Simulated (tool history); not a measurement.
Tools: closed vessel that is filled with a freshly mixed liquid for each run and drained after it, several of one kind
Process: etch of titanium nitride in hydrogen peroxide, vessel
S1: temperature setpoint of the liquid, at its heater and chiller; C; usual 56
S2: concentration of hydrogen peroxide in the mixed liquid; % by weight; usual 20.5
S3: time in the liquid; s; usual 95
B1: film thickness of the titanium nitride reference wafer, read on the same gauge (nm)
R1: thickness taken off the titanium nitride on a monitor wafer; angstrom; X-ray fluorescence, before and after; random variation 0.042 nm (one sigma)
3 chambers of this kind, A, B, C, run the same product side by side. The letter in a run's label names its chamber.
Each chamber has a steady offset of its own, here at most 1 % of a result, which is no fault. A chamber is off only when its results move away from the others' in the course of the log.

run 1B day=0.267 | S1=56 S2=20.5 S3=95 | B1=80.031 | R1=43.29
run 2A day=0.629 | S1=56 S2=20.5 S3=95 | B1=80.01 | R1=43.604
run 3C day=0.933 | S1=56 S2=20.5 S3=95 | B1=80.001 | R1=43.835
run 4C day=1.304 | S1=56 S2=20.5 S3=95 | B1=80.009 | R1=43.786
run 5B day=1.658 | S1=56 S2=20.5 S3=125 | B1=80.014 | R1=56.605
-- day=1.738 chamber A: new drum of peroxide connected
run 6A day=1.908 | S1=56 S2=20.5 S3=125 | B1=80.019 | R1=56.5
run 7C day=2.112 | S1=56 S2=20.5 S3=125 | B1=79.986 | R1=57.796
run 8B day=2.521 | S1=61.5 S2=20.5 S3=75 | B1=80.041 | R1=48.836
run 9A day=2.792 | S1=61.5 S2=20.5 S3=75 | B1=79.981 | R1=49.958
run 10B day=2.975 | S1=61.5 S2=20.5 S3=75 | B1=79.987 | R1=49.053
run 11C day=3.267 | S1=56 S2=20.5 S3=95 | B1=79.999 | R1=43.994
run 12A day=3.642 | S1=56 S2=20.5 S3=95 | B1=80.034 | R1=43.894
run 13C day=3.925 | S1=56 S2=20.5 S3=95 | B1=79.961 | R1=44.123
run 14B day=4.229 | S1=56 S2=18 S3=125 | B1=80.004 | R1=55.495
run 15A day=4.608 | S1=56 S2=18 S3=125 | B1=80.012 | R1=55.721
run 16C day=4.825 | S1=56 S2=18 S3=125 | B1=79.994 | R1=58.168
run 17B day=5.154 | S1=56 S2=20.5 S3=95 | B1=79.989 | R1=42.591
run 18A day=5.45 | S1=56 S2=20.5 S3=95 | B1=79.984 | R1=43.344
run 19A day=5.717 | S1=56 S2=20.5 S3=95 | B1=80.004 | R1=43.471
run 20B day=5.912 | S1=56 S2=20.5 S3=95 | B1=79.942 | R1=42.514
run 21C day=6.162 | S1=56 S2=20.5 S3=95 | B1=80.05 | R1=46.122
run 22A day=6.458 | S1=56 S2=20.5 S3=95 | B1=79.977 | R1=43.59
run 23C day=6.75 | S1=56 S2=20.5 S3=95 | B1=80.012 | R1=46.098
run 24B day=7.133 | S1=56 S2=20.5 S3=95 | B1=80.037 | R1=43.112
run 25B day=7.362 | S1=56 S2=20.5 S3=95 | B1=79.977 | R1=42.927
run 26A day=7.704 | S1=56 S2=20.5 S3=95 | B1=79.985 | R1=44.031
run 27C day=7.925 | S1=56 S2=20.5 S3=95 | B1=79.99 | R1=46.246
run 28A day=8.121 | S1=56 S2=20.5 S3=95 | B1=79.988 | R1=43.348
run 29C day=8.488 | S1=56 S2=20.5 S3=95 | B1=80.004 | R1=46.818
run 30B day=8.825 | S1=56 S2=20.5 S3=95 | B1=80 | R1=42.541
run 31A day=9.05 | S1=56 S2=20.5 S3=95 | B1=80.053 | R1=43.224
run 32B day=9.383 | S1=56 S2=20.5 S3=95 | B1=80.024 | R1=43.221
run 33C day=9.633 | S1=56 S2=20.5 S3=95 | B1=79.995 | R1=47.484
run 34C day=9.817 | S1=56 S2=20.5 S3=95 | B1=80.008 | R1=47.407
run 35A day=10.05 | S1=61 S2=17 S3=95 | B1=79.977 | R1=58.233
run 36B day=10.367 | S1=61 S2=17 S3=95 | B1=80.007 | R1=57.868
run 37A day=10.775 | S1=61 S2=17 S3=95 | B1=80.007 | R1=58.498
run 38B day=11.121 | S1=56 S2=15 S3=95 | B1=80 | R1=40.263

Next, every chamber runs the same settings. What will each give?
run 39A day=11.421 | S1=56 S2=20.5 S3=95 | R1=?
run 39B day=11.421 | S1=56 S2=20.5 S3=95 | R1=?
run 39C day=11.421 | S1=56 S2=20.5 S3=95 | R1=?

run=39A R1=42.713
run=39B R1=43.37
run=39C R1=48.528

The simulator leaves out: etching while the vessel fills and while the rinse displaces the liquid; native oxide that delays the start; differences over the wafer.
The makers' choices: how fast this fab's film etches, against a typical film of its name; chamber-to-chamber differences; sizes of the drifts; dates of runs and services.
